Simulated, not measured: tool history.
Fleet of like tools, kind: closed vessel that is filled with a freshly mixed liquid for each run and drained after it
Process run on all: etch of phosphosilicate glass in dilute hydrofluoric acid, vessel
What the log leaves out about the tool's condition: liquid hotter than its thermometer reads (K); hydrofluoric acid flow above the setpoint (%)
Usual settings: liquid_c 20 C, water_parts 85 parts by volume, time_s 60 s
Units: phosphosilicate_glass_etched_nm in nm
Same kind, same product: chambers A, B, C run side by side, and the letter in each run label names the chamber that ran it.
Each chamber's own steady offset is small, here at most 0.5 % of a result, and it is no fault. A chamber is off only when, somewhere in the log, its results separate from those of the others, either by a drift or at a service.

run,day,liquid_c,water_parts,time_s,hours since the thermometer was replaced,hours since the hydrofluoric acid flow meter was replaced,"read-back film thickness of the phosphosilicate glass reference wafer, read on the same gauge (nm)",phosphosilicate_glass_etched_nm
1C,0.179,20,85,60,1571.2,911.5,149.99,46.083
2B,0.288,20,85,60,1091.5,511.8,150,46.381
3A,0.438,20,85,60,353.3,129.9,149.99,46.026
4C,0.633,20,85,60,1582.1,922.4,150.04,45.516
5B,0.788,20,85,60,1103.5,523.8,150,45.509
6A,0.983,20,85,60,366.4,143,149.99,46.138
7A,1.088,17.5,85,60,368.9,145.5,150.01,41.345
8C,1.25,17.5,85,60,1596.9,937.2,149.99,41.445
9B,1.412,17.5,85,60,1118.5,538.8,150.01,41.522
10C,1.5,20,85,60,1602.9,943.2,150,46.231
11A,1.608,20,85,60,381.4,158,149.98,46.151
12B,1.804,20,85,60,1127.9,548.2,150.02,45.865
13C,1.992,20,85,60,1614.7,955,150.01,46.616
14B,2.108,20,85,60,1135.2,555.5,149.98,46.411
15A,2.225,20,85,60,396.2,172.8,149.99,46.09
16C,2.346,20,85,60,1623.2,963.5,150.02,47.133
17A,2.454,20,85,60,401.7,178.3,149.99,45.724
18B,2.625,20,85,60,1147.6,567.9,149.99,46.802
19C,2.8,20,85,60,1634.1,974.4,150,48.401
20B,2.979,20,115,60,1156.1,576.4,150,33.488
21A,3.112,20,115,60,417.5,194.1,150,32.994
22B,3.296,20,115,60,1163.7,584,150.03,32.818
23A,3.479,20,85,75,426.3,202.9,150.02,57.989
24C,3.604,20,85,75,1653.4,993.7,149.99,60.889
25C,3.688,20,85,75,1655.4,995.7,149.97,60.835
26B,3.825,20,85,60,1176.4,596.7,150.02,45.402
27A,3.942,20,85,60,437.4,214,149.99,46.045
# day 4.054: chamber C: thermometer replaced
28C,4.117,20,85,60,1.6,1006,149.99,49.589
29B,4.296,20,85,60,1187.7,608,150.01,46.297

Is one chamber off against the others, does the gauge drift, or is nothing wrong? If a chamber is off, say which, and what the likeliest cause is.

Little by little, chamber C moves away from the other chambers.
Most likely cause: hydrofluoric acid flow above the setpoint (%) = 8.45.

Below are 4 candidate recipes for chamber C's next run, each the usual settings with a change, their results shown as question marks. Which of them brings C's results back in line with what the other chambers give on the usual settings?
In line here means within this much of the mean the other chambers give on the usual settings: phosphosilicate_glass_etched_nm 1.3 nm
30C-1,4.438,19.5,90,55,,,,?
30C-2,4.438,20.5,85,70,,,,?
30C-3,4.438,18,85,60,,,,?
30C-4,4.438,22,85,60,,,,?

The other chambers' mean on the usual settings: phosphosilicate_glass_etched_nm 46.183 nm
run,phosphosilicate_glass_etched_nm
30C-1,42.133
30C-2,59.538
30C-3,45.877
30C-4,54.331
30C-3 brings the chamber back in line.
